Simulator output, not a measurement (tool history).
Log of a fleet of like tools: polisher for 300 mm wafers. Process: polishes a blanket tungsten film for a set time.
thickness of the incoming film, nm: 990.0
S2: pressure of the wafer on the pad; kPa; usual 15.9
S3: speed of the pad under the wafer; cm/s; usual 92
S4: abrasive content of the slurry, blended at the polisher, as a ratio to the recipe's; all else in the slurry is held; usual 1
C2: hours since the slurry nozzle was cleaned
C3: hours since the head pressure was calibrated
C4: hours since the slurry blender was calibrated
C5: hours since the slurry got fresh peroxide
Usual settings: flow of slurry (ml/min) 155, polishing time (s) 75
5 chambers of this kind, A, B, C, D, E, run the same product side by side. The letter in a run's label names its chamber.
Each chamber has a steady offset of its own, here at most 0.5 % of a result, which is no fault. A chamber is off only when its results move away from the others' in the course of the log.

-- day=0.221 chamber C: slurry blender recalibrated
run 1C day=0.479 | flow_of_slurry_(ml/min)=155 S2=15.9 S3=92 S4=1 polishing_time_(s)=75 | wafers_polished_on_this_pad=680 C2=259.7 C3=978.1 C4=6.2 C5=86.3 | film_removed_(Å)=2072.1
-- day=0.783 chamber B: worn pad replaced by a new one
-- day=0.808 chamber C: slurry nozzle cleaned
run 2B day=0.962 | flow_of_slurry_(ml/min)=155 S2=15.9 S3=92 S4=1 polishing_time_(s)=75 | wafers_polished_on_this_pad=30 C2=141 C3=53.5 C4=334.2 C5=71 | film_removed_(Å)=2084.3
-- day=1.367 chamber A: slurry tank refilled with fresh slurry and peroxide
run 3A day=1.488 | flow_of_slurry_(ml/min)=155 S2=15.9 S3=92 S4=1 polishing_time_(s)=75 | wafers_polished_on_this_pad=567 C2=284.9 C3=151.9 C4=77.7 C5=3 | film_removed_(Å)=2145.3
-- day=1.658 chamber D: slurry blender recalibrated
run 4E day=1.996 | flow_of_slurry_(ml/min)=155 S2=15.9 S3=92 S4=1 polishing_time_(s)=75 | wafers_polished_on_this_pad=741 C2=161.5 C3=113.4 C4=122.3 C5=88.4 | film_removed_(Å)=2024.5
-- day=2.308 chamber E: slurry tank refilled with fresh slurry and peroxide
run 5D day=2.375 | flow_of_slurry_(ml/min)=155 S2=15.9 S3=92 S4=1 polishing_time_(s)=75 | wafers_polished_on_this_pad=429 C2=516.6 C3=267.1 C4=17.3 C5=111.4 | film_removed_(Å)=2066.4
-- day=2.462 chamber E: worn pad replaced by a new one
run 6C day=2.629 | flow_of_slurry_(ml/min)=155 S2=15.9 S3=92 S4=1 polishing_time_(s)=75 | wafers_polished_on_this_pad=1038 C2=43.7 C3=1029.7 C4=57.8 C5=137.9 | film_removed_(Å)=2059.1
-- day=3.021 chamber A: slurry blender recalibrated
run 7D day=3.092 | flow_of_slurry_(ml/min)=155 S2=15.9 S3=92 S4=1 polishing_time_(s)=75 | wafers_polished_on_this_pad=549 C2=533.8 C3=284.3 C4=34.5 C5=128.6 | film_removed_(Å)=2101.7
run 8A day=3.45 | flow_of_slurry_(ml/min)=155 S2=15.9 S3=92 S4=1 polishing_time_(s)=75 | wafers_polished_on_this_pad=894 C2=332 C3=199 C4=10.4 C5=50.1 | film_removed_(Å)=2056.1
-- day=3.85 chamber C: worn pad replaced by a new one
run 9B day=3.958 | flow_of_slurry_(ml/min)=155 S2=15.9 S3=92 S4=1 polishing_time_(s)=75 | wafers_polished_on_this_pad=529 C2=212.9 C3=125.4 C4=406.1 C5=142.9 | film_removed_(Å)=2126.6
-- day=4.262 chamber D: slurry tank refilled with fresh slurry and peroxide
run 10E day=4.533 | flow_of_slurry_(ml/min)=155 S2=15.9 S3=92 S4=1 polishing_time_(s)=75 | wafers_polished_on_this_pad=345 C2=222.4 C3=174.3 C4=183.2 C5=53.5 | film_removed_(Å)=2067
run 11A day=4.908 | flow_of_slurry_(ml/min)=155 S2=15.9 S3=92 S4=1 polishing_time_(s)=75 | wafers_polished_on_this_pad=1137 C2=367 C3=234 C4=45.4 C5=85.1 | film_removed_(Å)=2052.9
-- day=5.138 chamber C: slurry blender recalibrated
-- day=5.188 chamber B: slurry tank refilled with fresh slurry and peroxide
-- day=5.225 chamber C: head pressure recalibrated
run 12B day=5.246 | flow_of_slurry_(ml/min)=155 S2=15.9 S3=92 S4=1 polishing_time_(s)=75 | wafers_polished_on_this_pad=744 C2=243.8 C3=156.3 C4=437 C5=1.5 | film_removed_(Å)=2085.2
-- day=5.267 chamber B: worn pad replaced by a new one
run 13D day=5.508 | flow_of_slurry_(ml/min)=195 S2=15.9 S3=92 S4=0.8 polishing_time_(s)=75 | wafers_polished_on_this_pad=952 C2=591.8 C3=342.3 C4=92.5 C5=29.9 | film_removed_(Å)=2087.3
-- day=5.533 chamber A: slurry tank refilled with fresh slurry and peroxide
-- day=5.721 chamber D: worn pad replaced by a new one
run 14C day=5.917 | flow_of_slurry_(ml/min)=195 S2=15.9 S3=92 S4=0.8 polishing_time_(s)=75 | wafers_polished_on_this_pad=345 C2=122.6 C3=16.6 C4=18.8 C5=216.8 | film_removed_(Å)=2044.4
-- day=6.083 chamber E: slurry tank refilled with fresh slurry and peroxide
run 15E day=6.471 | flow_of_slurry_(ml/min)=195 S2=15.9 S3=92 S4=0.8 polishing_time_(s)=75 | wafers_polished_on_this_pad=668 C2=268.9 C3=220.8 C4=229.7 C5=9.3 | film_removed_(Å)=2048
-- day=6.596 chamber A: worn pad replaced by a new one
run 16A day=6.838 | flow_of_slurry_(ml/min)=195 S2=15.9 S3=92 S4=0.8 polishing_time_(s)=75 | wafers_polished_on_this_pad=40 C2=413.3 C3=280.3 C4=91.7 C5=31.3 | film_removed_(Å)=2024.1
-- day=7.258 chamber B: slurry blender recalibrated
run 17C day=7.429 | flow_of_slurry_(ml/min)=195 S2=15.9 S3=92 S4=0.8 polishing_time_(s)=75 | wafers_polished_on_this_pad=597 C2=158.9 C3=52.9 C4=55.1 C5=253.1 | film_removed_(Å)=1998.4
run 18D day=8.004 | flow_of_slurry_(ml/min)=155 S2=15.9 S3=92 S4=1 polishing_time_(s)=75 | wafers_polished_on_this_pad=381 C2=651.7 C3=402.2 C4=152.4 C5=89.8 | film_removed_(Å)=2127.1
-- day=8.142 chamber E: worn pad replaced by a new one
run 19E day=8.275 | flow_of_slurry_(ml/min)=155 S2=15.9 S3=92 S4=1 polishing_time_(s)=75 | wafers_polished_on_this_pad=22 C2=312.2 C3=264.1 C4=273 C5=52.6 | film_removed_(Å)=2024.2
-- day=8.325 chamber A: slurry blender recalibrated
run 20B day=8.733 | flow_of_slurry_(ml/min)=155 S2=15.9 S3=92 S4=1 polishing_time_(s)=75 | wafers_polished_on_this_pad=578 C2=327.5 C3=240 C4=35.5 C5=85.2 | film_removed_(Å)=2052.5
-- day=9.162 chamber A: slurry tank refilled with fresh slurry and peroxide
run 21A day=9.3 | flow_of_slurry_(ml/min)=155 S2=15.9 S3=92 S4=1 polishing_time_(s)=75 | wafers_polished_on_this_pad=451 C2=472.4 C3=339.4 C4=23.5 C5=3.4 | film_removed_(Å)=2068.7
-- day=9.588 chamber C: slurry blender recalibrated
run 22E day=9.625 | flow_of_slurry_(ml/min)=155 S2=15.9 S3=92 S4=1 polishing_time_(s)=75 | wafers_polished_on_this_pad=247 C2=344.6 C3=296.5 C4=305.4 C5=85 | film_removed_(Å)=2042.4
run 23D day=9.904 | flow_of_slurry_(ml/min)=155 S2=15.9 S3=92 S4=1 polishing_time_(s)=75 | wafers_polished_on_this_pad=698 C2=697.3 C3=447.8 C4=198 C5=135.4 | film_removed_(Å)=2119.8
-- day=10.025 chamber E: slurry tank refilled with fresh slurry and peroxide
run 24C day=10.2 | flow_of_slurry_(ml/min)=155 S2=15.9 S3=92 S4=1 polishing_time_(s)=75 | wafers_polished_on_this_pad=1059 C2=225.4 C3=119.4 C4=14.7 C5=319.6 | film_removed_(Å)=1984.9
-- day=10.225 chamber D: worn pad replaced by a new one
-- day=10.238 chamber B: worn pad replaced by a new one
-- day=10.65 chamber E: slurry nozzle cleaned
run 25B day=10.683 | flow_of_slurry_(ml/min)=155 S2=15.9 S3=92 S4=1 polishing_time_(s)=75 | wafers_polished_on_this_pad=74 C2=374.3 C3=286.8 C4=82.3 C5=132 | film_removed_(Å)=2069.7
-- day=10.954 chamber B: slurry tank refilled with fresh slurry and peroxide
-- day=11.246 chamber D: slurry tank refilled with fresh slurry and peroxide
run 26D day=11.258 | flow_of_slurry_(ml/min)=205 S2=15.9 S3=122 S4=1 polishing_time_(s)=75 | wafers_polished_on_this_pad=172 C2=729.8 C3=480.3 C4=230.5 C5=0.4 | film_removed_(Å)=2969.7
-- day=11.35 chamber A: slurry nozzle cleaned
-- day=11.446 chamber C: worn pad replaced by a new one
run 27B day=11.842 | flow_of_slurry_(ml/min)=205 S2=15.9 S3=122 S4=1 polishing_time_(s)=75 | wafers_polished_on_this_pad=267 C2=402.1 C3=314.6 C4=110.1 C5=21.3 | film_removed_(Å)=2929.6
-- day=12.067 chamber C: slurry nozzle cleaned
run 28E day=12.329 | flow_of_slurry_(ml/min)=205 S2=15.9 S3=122 S4=1 polishing_time_(s)=75 | wafers_polished_on_this_pad=698 C2=40.4 C3=361.4 C4=370.3 C5=55.3 | film_removed_(Å)=2868.5
-- day=12.354 chamber A: slurry blender recalibrated
-- day=12.525 chamber A: slurry tank refilled with fresh slurry and peroxide
run 29C day=12.875 | flow_of_slurry_(ml/min)=205 S2=15.9 S3=122 S4=1 polishing_time_(s)=75 | wafers_polished_on_this_pad=238 C2=19.5 C3=183.6 C4=78.9 C5=383.8 | film_removed_(Å)=2771.8
run 30A day=13.321 | flow_of_slurry_(ml/min)=205 S2=15.9 S3=122 S4=1 polishing_time_(s)=75 | wafers_polished_on_this_pad=1122 C2=47.3 C3=435.9 C4=23.3 C5=19.2 | film_removed_(Å)=2880.9
-- day=13.596 chamber E: slurry tank refilled with fresh slurry and peroxide
run 31E day=13.783 | flow_of_slurry_(ml/min)=155 S2=15.9 S3=92 S4=1 polishing_time_(s)=75 | wafers_polished_on_this_pad=941 C2=75.3 C3=396.3 C4=405.2 C5=4.5 | film_removed_(Å)=2116.7
-- day=13.912 chamber E: slurry blender recalibrated
-- day=13.942 chamber E: worn pad replaced by a new one
run 32C day=14.079 | flow_of_slurry_(ml/min)=155 S2=15.9 S3=92 S4=1 polishing_time_(s)=75 | wafers_polished_on_this_pad=439 C2=48.4 C3=212.5 C4=107.8 C5=412.7 | film_removed_(Å)=1950.6
run 33B day=14.625 | flow_of_slurry_(ml/min)=155 S2=15.9 S3=92 S4=1 polishing_time_(s)=75 | wafers_polished_on_this_pad=732 C2=468.9 C3=381.4 C4=176.9 C5=88.1 | film_removed_(Å)=2083.8
-- day=14.754 chamber B: worn pad replaced by a new one
-- day=14.904 chamber A: worn pad replaced by a new one
run 34A day=15.188 | flow_of_slurry_(ml/min)=155 S2=15.9 S3=92 S4=1 polishing_time_(s)=75 | wafers_polished_on_this_pad=47 C2=92.1 C3=480.7 C4=68.1 C5=64 | film_removed_(Å)=2045.8
-- day=15.4 chamber C: slurry blender recalibrated
-- day=15.508 chamber B: head pressure recalibrated
run 35D day=15.671 | flow_of_slurry_(ml/min)=155 S2=15.9 S3=92 S4=1 polishing_time_(s)=75 | wafers_polished_on_this_pad=909 C2=835.7 C3=586.2 C4=336.4 C5=106.3 | film_removed_(Å)=2074.5
run 36B day=16.142 | flow_of_slurry_(ml/min)=155 S2=15.9 S3=64 S4=1 polishing_time_(s)=75 | wafers_polished_on_this_pad=231 C2=505.3 C3=15.2 C4=213.3 C5=124.5 | film_removed_(Å)=1426.6
-- day=16.162 chamber D: worn pad replaced by a new one
run 37A day=16.638 | flow_of_slurry_(ml/min)=155 S2=15.9 S3=64 S4=1 polishing_time_(s)=75 | wafers_polished_on_this_pad=289 C2=126.9 C3=515.5 C4=102.9 C5=98.8 | film_removed_(Å)=1424.7
-- day=16.833 chamber E: slurry tank refilled with fresh slurry and peroxide
run 38D day=17.004 | flow_of_slurry_(ml/min)=155 S2=15.9 S3=64 S4=1 polishing_time_(s)=75 | wafers_polished_on_this_pad=140 C2=867.7 C3=618.2 C4=368.4 C5=138.3 | film_removed_(Å)=1458.7
run 39C day=17.329 | flow_of_slurry_(ml/min)=155 S2=15.9 S3=64 S4=1 polishing_time_(s)=75 | wafers_polished_on_this_pad=981 C2=126.4 C3=290.5 C4=46.3 C5=490.7 | film_removed_(Å)=1324.6
-- day=17.396 chamber D: head pressure recalibrated
-- day=17.429 chamber B: slurry tank refilled with fresh slurry and peroxide
-- day=17.758 chamber D: slurry tank refilled with fresh slurry and peroxide
run 40E day=17.854 | flow_of_slurry_(ml/min)=155 S2=15.9 S3=64 S4=1 polishing_time_(s)=75 | wafers_polished_on_this_pad=653 C2=173 C3=494 C4=94.7 C5=24.5 | film_removed_(Å)=1455.9
-- day=18.004 chamber C: worn pad replaced by a new one
run 41E day=18.129 | flow_of_slurry_(ml/min)=125 S2=20.7 S3=92 S4=1 polishing_time_(s)=75 | wafers_polished_on_this_pad=698 C2=179.6 C3=500.6 C4=101.3 C5=31.1 | film_removed_(Å)=2626.9
-- day=18.396 chamber D: slurry blender recalibrated
run 42D day=18.404 | flow_of_slurry_(ml/min)=125 S2=20.7 S3=92 S4=1 polishing_time_(s)=75 | wafers_polished_on_this_pad=373 C2=901.3 C3=24.3 C4=0.2 C5=15.6 | film_removed_(Å)=2626.1
run 43B day=18.692 | flow_of_slurry_(ml/min)=125 S2=20.7 S3=92 S4=1 polishing_time_(s)=75 | wafers_polished_on_this_pad=656 C2=566.5 C3=76.4 C4=274.5 C5=30.4 | film_removed_(Å)=2570.9
run 44C day=18.962 | flow_of_slurry_(ml/min)=125 S2=20.7 S3=92 S4=1 polishing_time_(s)=75 | wafers_polished_on_this_pad=160 C2=165.6 C3=329.7 C4=85.5 C5=529.9 | film_removed_(Å)=2319.1

What goes on in this fleet: one chamber off, a drifting gauge, or nothing beyond the chambers' own small offsets? Name the chamber and the cause, if any.

Chamber C drifts away from the others.
Cause: peroxide lost from the slurry, % = 27.
The log may not tell that from: head's pressure below its setpoint, %.

Here are 4 candidates for chamber C's next run, each the usual settings with a change, their results left as question marks. Which one brings its results back in line with what the others give on the usual settings?
In line means no further than this from the other chambers' mean on the usual settings: film removed (Å) 97
run 45C-1 day=19.383 | flow_of_slurry_(ml/min)=155 S2=15.9 S3=92 S4=0.95 polishing_time_(s)=61 | film_removed_(Å)=?
run 45C-2 day=19.383 | flow_of_slurry_(ml/min)=155 S2=15.9 S3=102 S4=1 polishing_time_(s)=83 | film_removed_(Å)=?
run 45C-3 day=19.383 | flow_of_slurry_(ml/min)=160 S2=15.9 S3=102 S4=1 polishing_time_(s)=75 | film_removed_(Å)=?
run 45C-4 day=19.383 | flow_of_slurry_(ml/min)=155 S2=15.9 S3=82 S4=1 polishing_time_(s)=75 | film_removed_(Å)=?

The other chambers' mean on the usual settings: film removed (Å) 2074
run=45C-1 film_removed_(Å)=1468.5
run=45C-2 film_removed_(Å)=2245
run=45C-3 film_removed_(Å)=2039.6
run=45C-4 film_removed_(Å)=1625.5
45C-3 brings the chamber back in line.
